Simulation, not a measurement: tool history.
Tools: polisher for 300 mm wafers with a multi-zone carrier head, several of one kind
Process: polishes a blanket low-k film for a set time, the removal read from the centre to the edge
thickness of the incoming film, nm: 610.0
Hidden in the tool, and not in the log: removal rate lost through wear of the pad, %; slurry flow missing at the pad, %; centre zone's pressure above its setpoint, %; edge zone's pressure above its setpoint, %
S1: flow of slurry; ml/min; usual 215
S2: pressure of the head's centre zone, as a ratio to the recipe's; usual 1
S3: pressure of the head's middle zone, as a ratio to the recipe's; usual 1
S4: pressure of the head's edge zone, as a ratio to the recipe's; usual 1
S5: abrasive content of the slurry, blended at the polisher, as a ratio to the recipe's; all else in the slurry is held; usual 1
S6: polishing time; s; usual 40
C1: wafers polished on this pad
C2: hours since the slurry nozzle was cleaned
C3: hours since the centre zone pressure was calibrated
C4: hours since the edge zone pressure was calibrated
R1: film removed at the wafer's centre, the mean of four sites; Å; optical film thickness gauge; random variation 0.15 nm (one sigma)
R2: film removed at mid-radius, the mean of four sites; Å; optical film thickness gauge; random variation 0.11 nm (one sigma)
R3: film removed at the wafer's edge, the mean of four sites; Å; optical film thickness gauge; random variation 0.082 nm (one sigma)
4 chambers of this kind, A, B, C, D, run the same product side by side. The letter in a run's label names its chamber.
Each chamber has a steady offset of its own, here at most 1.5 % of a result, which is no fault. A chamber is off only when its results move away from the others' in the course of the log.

-- hour=7.9 chamber C: worn pad replaced by a new one
run 1A hour=9.1 | S1=215 S2=1 S3=1 S4=1 S5=1 S6=40 | C1=464 C2=322.9 C3=950.5 C4=479.5 | R1=110.28 R2=110.06 R3=110
run 2B hour=17.5 | S1=215 S2=1 S3=1 S4=1 S5=1 S6=40 | C1=633 C2=772.1 C3=416.6 C4=739 | R1=109.09 R2=110.86 R3=108.94
-- hour=17.6 chamber B: slurry nozzle cleaned
run 3D hour=27 | S1=215 S2=1 S3=1 S4=1 S5=1 S6=40 | C1=514 C2=167.1 C3=45.7 C4=253.1 | R1=112.25 R2=113.04 R3=110.33
run 4C hour=38 | S1=215 S2=1 S3=1 S4=1 S5=1 S6=40 | C1=275 C2=117.6 C3=225.6 C4=247.3 | R1=111.21 R2=109.19 R3=109.76
run 5B hour=50.1 | S1=215 S2=1 S3=1 S4=1 S5=1 S6=40 | C1=932 C2=32.6 C3=449.2 C4=771.6 | R1=108.95 R2=109.61 R3=110.93
run 6C hour=61.2 | S1=215 S2=1 S3=1 S4=1 S5=1 S6=40 | C1=488 C2=140.8 C3=248.8 C4=270.5 | R1=109.09 R2=111.7 R3=110.33
-- hour=68.1 chamber A: centre zone pressure recalibrated
run 7D hour=74.2 | S1=215 S2=1 S3=1 S4=1 S5=1 S6=40 | C1=946 C2=214.3 C3=92.9 C4=300.3 | R1=112.08 R2=111.92 R3=110.66
run 8A hour=80.7 | S1=215 S2=1 S3=1 S4=1 S5=1 S6=40 | C1=1120 C2=394.5 C3=12.6 C4=551.1 | R1=111.16 R2=109.41 R3=111.46
-- hour=88.6 chamber B: worn pad replaced by a new one
run 9C hour=91.6 | S1=215 S2=1 S3=1 S4=1 S5=1 S6=40 | C1=767 C2=171.2 C3=279.2 C4=300.9 | R1=110.36 R2=108.92 R3=109.66
-- hour=96.4 chamber C: worn pad replaced by a new one
-- hour=100 chamber D: worn pad replaced by a new one
run 10A hour=105.5 | S1=215 S2=1 S3=1 S4=1 S5=1 S6=40 | C1=1347 C2=419.3 C3=37.4 C4=575.9 | R1=110.8 R2=108.33 R3=108.87
run 11B hour=118.3 | S1=215 S2=1 S3=1 S4=1 S5=1.25 S6=40 | C1=272 C2=100.8 C3=517.4 C4=839.8 | R1=123.22 R2=122.4 R3=120.1
run 12D hour=132.7 | S1=215 S2=1 S3=1 S4=1 S5=1.25 S6=40 | C1=300 C2=272.8 C3=151.4 C4=358.8 | R1=123.12 R2=121.87 R3=121.97
run 13A hour=142.8 | S1=215 S2=1 S3=1 S4=1 S5=1.25 S6=40 | C1=1689 C2=456.6 C3=74.7 C4=613.2 | R1=121.36 R2=116.28 R3=119.53
-- hour=148 chamber C: slurry nozzle cleaned
run 14D hour=155.4 | S1=215 S2=1 S3=1 S4=1 S5=1.25 S6=40 | C1=508 C2=295.5 C3=174.1 C4=381.5 | R1=119.47 R2=120.79 R3=121.97
run 15B hour=165.1 | S1=215 S2=1 S3=1 S4=1 S5=1 S6=40 | C1=701 C2=147.6 C3=564.2 C4=886.6 | R1=109.45 R2=109.81 R3=111.49
-- hour=166.6 chamber D: slurry nozzle cleaned
-- hour=174.2 chamber C: worn pad replaced by a new one
run 16C hour=177.4 | S1=215 S2=1 S3=1 S4=1 S5=1 S6=40 | C1=29 C2=29.5 C3=365 C4=386.7 | R1=110.25 R2=110.27 R3=108.78
run 17C hour=190.5 | S1=215 S2=1 S3=1 S4=1 S5=1 S6=40 | C1=149 C2=42.6 C3=378.1 C4=399.8 | R1=108.88 R2=112.32 R3=110.33
-- hour=197.3 chamber B: worn pad replaced by a new one
run 18B hour=201 | S1=215 S2=1 S3=1 S4=1 S5=1 S6=40 | C1=34 C2=183.5 C3=600.1 C4=922.5 | R1=110.81 R2=111.47 R3=110.97
run 19D hour=209.1 | S1=215 S2=1 S3=1 S4=1 S5=1 S6=40 | C1=1000 C2=42.5 C3=227.8 C4=435.2 | R1=110.96 R2=111.81 R3=110.14
run 20A hour=216.5 | S1=215 S2=1 S3=1 S4=1 S5=1 S6=40 | C1=2364 C2=530.3 C3=148.4 C4=686.9 | R1=102.24 R2=101.24 R3=101.47
run 21D hour=227.3 | S1=215 S2=1 S3=1 S4=1 S5=1 S6=40 | C1=1166 C2=60.7 C3=246 C4=453.4 | R1=108.46 R2=110.57 R3=111.12
run 22A hour=241.4 | S1=215 S2=1 S3=1 S4=1 S5=1 S6=40 | C1=2592 C2=555.2 C3=173.3 C4=711.8 | R1=100.15 R2=99.627 R3=100.93
run 23C hour=250.9 | S1=215 S2=1 S3=1 S4=1 S5=1.15 S6=40 | C1=703 C2=103 C3=438.5 C4=460.2 | R1=117.71 R2=118.52 R3=115.8
-- hour=261.4 chamber C: worn pad replaced by a new one
run 24B hour=262.2 | S1=215 S2=1 S3=1 S4=1 S5=1.15 S6=40 | C1=594 C2=244.7 C3=661.3 C4=983.7 | R1=117.3 R2=118.25 R3=117.51
run 25C hour=274.2 | S1=215 S2=1 S3=1 S4=1 S5=1.15 S6=40 | C1=117 C2=126.3 C3=461.8 C4=483.5 | R1=117.55 R2=116.17 R3=116.7

All 4 chambers run these settings next. Forecast each chamber's results:
run 26A hour=285 | S1=215 S2=1 S3=1 S4=1 S5=1 S6=40 | R1=? R2=? R3=?
run 26B hour=285 | S1=215 S2=1 S3=1 S4=1 S5=1 S6=40 | R1=? R2=? R3=?
run 26C hour=285 | S1=215 S2=1 S3=1 S4=1 S5=1 S6=40 | R1=? R2=? R3=?
run 26D hour=285 | S1=215 S2=1 S3=1 S4=1 S5=1 S6=40 | R1=? R2=? R3=?

run=26A R1=98.221 R2=96.712 R3=96.817
run=26B R1=109.34 R2=109.84 R3=110.7
run=26C R1=110.72 R2=110.19 R3=110
run=26D R1=112.53 R2=112.68 R3=110.96
